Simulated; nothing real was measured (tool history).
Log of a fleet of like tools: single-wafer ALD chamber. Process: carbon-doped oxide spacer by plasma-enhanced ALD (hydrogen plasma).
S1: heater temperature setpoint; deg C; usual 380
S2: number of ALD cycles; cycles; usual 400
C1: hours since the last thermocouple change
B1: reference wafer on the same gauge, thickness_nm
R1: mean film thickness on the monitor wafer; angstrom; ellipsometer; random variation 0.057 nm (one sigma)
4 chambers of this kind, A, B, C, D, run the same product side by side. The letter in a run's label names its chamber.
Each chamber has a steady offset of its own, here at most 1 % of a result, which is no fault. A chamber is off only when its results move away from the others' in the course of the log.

run 1C hour=5.9 | S1=380 S2=400 | C1=71.2 | B1=18.301 | R1=199.27
run 2D hour=10 | S1=380 S2=400 | C1=387.1 | B1=18.299 | R1=200.07
run 3B hour=14 | S1=380 S2=400 | C1=262.1 | B1=18.313 | R1=197.87
run 4A hour=17.4 | S1=380 S2=400 | C1=478.3 | B1=18.303 | R1=201.58
run 5D hour=22.5 | S1=380 S2=400 | C1=399.6 | B1=18.291 | R1=198.81
run 6C hour=27.3 | S1=380 S2=400 | C1=92.6 | B1=18.288 | R1=199.91
run 7B hour=31 | S1=380 S2=400 | C1=279.1 | B1=18.293 | R1=198.3
run 8A hour=36.5 | S1=380 S2=400 | C1=497.4 | B1=18.31 | R1=200.6
run 9D hour=42.2 | S1=380 S2=400 | C1=419.3 | B1=18.306 | R1=198.98
run 10B hour=46.9 | S1=380 S2=400 | C1=295 | B1=18.307 | R1=197.66
run 11C hour=51 | S1=380 S2=400 | C1=116.3 | B1=18.294 | R1=198.96
run 12A hour=54.9 | S1=380 S2=400 | C1=515.8 | B1=18.306 | R1=201.91
run 13D hour=60.8 | S1=380 S2=400 | C1=437.9 | B1=18.296 | R1=199.8
run 14A hour=67.1 | S1=380 S2=400 | C1=528 | B1=18.297 | R1=201.07
run 15C hour=72.8 | S1=380 S2=400 | C1=138.1 | B1=18.301 | R1=199.42
run 16B hour=75.9 | S1=380 S2=400 | C1=324 | B1=18.307 | R1=198.23
run 17C hour=81.8 | S1=380 S2=400 | C1=147.1 | B1=18.296 | R1=200.65
run 18A hour=88.4 | S1=380 S2=400 | C1=549.3 | B1=18.307 | R1=200.67
run 19B hour=92.9 | S1=380 S2=400 | C1=341 | B1=18.316 | R1=199.14
run 20D hour=96.5 | S1=380 S2=400 | C1=473.6 | B1=18.303 | R1=198.43
run 21C hour=101.3 | S1=380 S2=400 | C1=166.6 | B1=18.297 | R1=201.17
run 22B hour=107.8 | S1=380 S2=400 | C1=355.9 | B1=18.315 | R1=197.77
run 23D hour=112.2 | S1=380 S2=400 | C1=489.3 | B1=18.306 | R1=198.14
run 24A hour=116.3 | S1=380 S2=400 | C1=577.2 | B1=18.309 | R1=201.3
run 25B hour=120 | S1=380 S2=400 | C1=368.1 | B1=18.3 | R1=198.43
run 26C hour=125 | S1=380 S2=400 | C1=190.3 | B1=18.3 | R1=200.77
run 27A hour=129 | S1=380 S2=400 | C1=589.9 | B1=18.29 | R1=201.23
run 28D hour=133.7 | S1=380 S2=400 | C1=510.8 | B1=18.316 | R1=199.39
run 29C hour=139 | S1=380 S2=400 | C1=204.3 | B1=18.313 | R1=199.54
run 30A hour=145.2 | S1=380 S2=345 | C1=606.1 | B1=18.3 | R1=173.71
run 31B hour=149.2 | S1=380 S2=345 | C1=397.3 | B1=18.296 | R1=171.19
run 32D hour=153.5 | S1=380 S2=345 | C1=530.6 | B1=18.298 | R1=172.31
run 33A hour=159.1 | S1=380 S2=345 | C1=620 | B1=18.295 | R1=173.16
run 34B hour=164.6 | S1=385 S2=460 | C1=412.7 | B1=18.298 | R1=226.83
run 35D hour=168.5 | S1=385 S2=460 | C1=545.6 | B1=18.297 | R1=229.9
run 36C hour=173.4 | S1=385 S2=460 | C1=238.7 | B1=18.306 | R1=229
run 37A hour=179.1 | S1=385 S2=460 | C1=640 | B1=18.3 | R1=231.37
run 38D hour=184.5 | S1=380 S2=400 | C1=561.6 | B1=18.302 | R1=198.53

Next, every chamber runs the same settings. What will each give?
run 39A hour=189.2 | S1=380 S2=355 | R1=?
run 39B hour=189.2 | S1=380 S2=355 | R1=?
run 39C hour=189.2 | S1=380 S2=355 | R1=?
run 39D hour=189.2 | S1=380 S2=355 | R1=?

run=39A R1=178.13
run=39B R1=175.14
run=39C R1=177.64
run=39D R1=176.78
